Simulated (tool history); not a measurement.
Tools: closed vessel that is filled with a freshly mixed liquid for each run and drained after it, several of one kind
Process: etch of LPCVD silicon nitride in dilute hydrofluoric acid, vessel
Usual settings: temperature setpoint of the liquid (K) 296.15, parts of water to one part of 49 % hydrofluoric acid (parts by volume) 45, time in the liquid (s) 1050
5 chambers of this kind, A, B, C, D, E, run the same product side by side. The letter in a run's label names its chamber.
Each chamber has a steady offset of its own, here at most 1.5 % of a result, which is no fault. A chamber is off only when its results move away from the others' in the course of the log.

run	hour	temperature setpoint of the liquid (K)	parts of water to one part of 49 % hydrofluoric acid (parts by volume)	time in the liquid (s)	read-back film thickness of the LPCVD silicon nitride reference wafer, read on the same gauge (nm)	thickness taken off the LPCVD silicon nitride on a monitor wafer (Å)
# hour 2.5: chamber C: thermometer replaced
1A	6.6	296.15	45	1050	80.003	109.78
2D	11.1	296.15	45	1050	79.997	106.83
3B	18.7	296.15	45	1050	79.994	108.01
4C	23	296.15	45	1050	79.984	109.24
5E	28.6	296.15	45	1050	80.004	106.96
6C	33.2	296.15	45	1050	79.995	108.83
# hour 36.9: chamber A: hydrofluoric acid flow meter replaced
7B	38	296.15	45	1050	79.986	107.11
8A	42.5	293.15	45	580	80.011	49.672
9D	50.3	293.15	45	580	79.992	47.227
10E	55.3	293.15	45	580	79.999	46.876
11B	60.4	293.15	45	580	79.991	48.403
12D	67.5	293.15	45	580	80.014	47.482
13C	73.6	296.15	45	1050	79.995	108.18
14A	80.2	296.15	45	1050	79.997	108.64
15E	87.4	296.15	45	1050	80.033	106.14
16C	93.9	296.15	45	1050	79.972	107.42
17E	97.3	296.15	45	1050	79.987	106.45
18D	103.1	296.15	45	1050	79.991	102.03
19B	108.1	296.15	45	1050	80.001	107.84
20A	114.5	296.15	45	1050	79.999	108.27
21D	120.9	296.15	45	1050	80.002	100.06
22E	127.8	296.15	45	1050	80.019	108.82
23A	135.6	296.15	45	1050	79.985	109.22
24C	140.1	296.15	45	1050	79.996	106.59
25B	147.6	296.15	45	1050	80.021	107.36
26B	151.4	296.15	45	1050	80.006	109.02
27C	158.4	296.15	45	760	79.981	78.26
28E	162.4	296.15	45	760	79.987	76.64
29D	168.8	296.15	45	760	80.034	68.956
30A	174	296.15	45	760	80.002	78.526
31D	180.9	296.15	45	760	79.997	69.551
32E	186.3	296.15	45	1050	80.022	108.53

Is one chamber off against the others, does the gauge drift, or is nothing wrong? If a chamber is off, say which, and what the likeliest cause is.

Chamber D drifts away from the others.
Cause: hydrofluoric acid flow below the setpoint (%) = 12.3.
The log may not tell that from: liquid colder than its thermometer reads (K).

Here are 4 candidates for chamber D's next run, each the usual settings with a change, their results left as question marks. Which one brings its results back in line with what the others give on the usual settings?
In line means no further than this from the other chambers' mean on the usual settings: thickness taken off the LPCVD silicon nitride on a monitor wafer (Å) 3.4
33D-1	191.9	294.15	45	1050		?
33D-2	191.9	298.15	45	1050		?
33D-3	191.9	299.15	45	1050		?
33D-4	191.9	296.15	45	860		?

The other chambers' mean on the usual settings: thickness taken off the LPCVD silicon nitride on a monitor wafer (Å) 107.77
run	thickness taken off the LPCVD silicon nitride on a monitor wafer (Å)
33D-1	82.611
33D-2	108.25
33D-3	115.71
33D-4	77.53
33D-2 brings the chamber back in line.
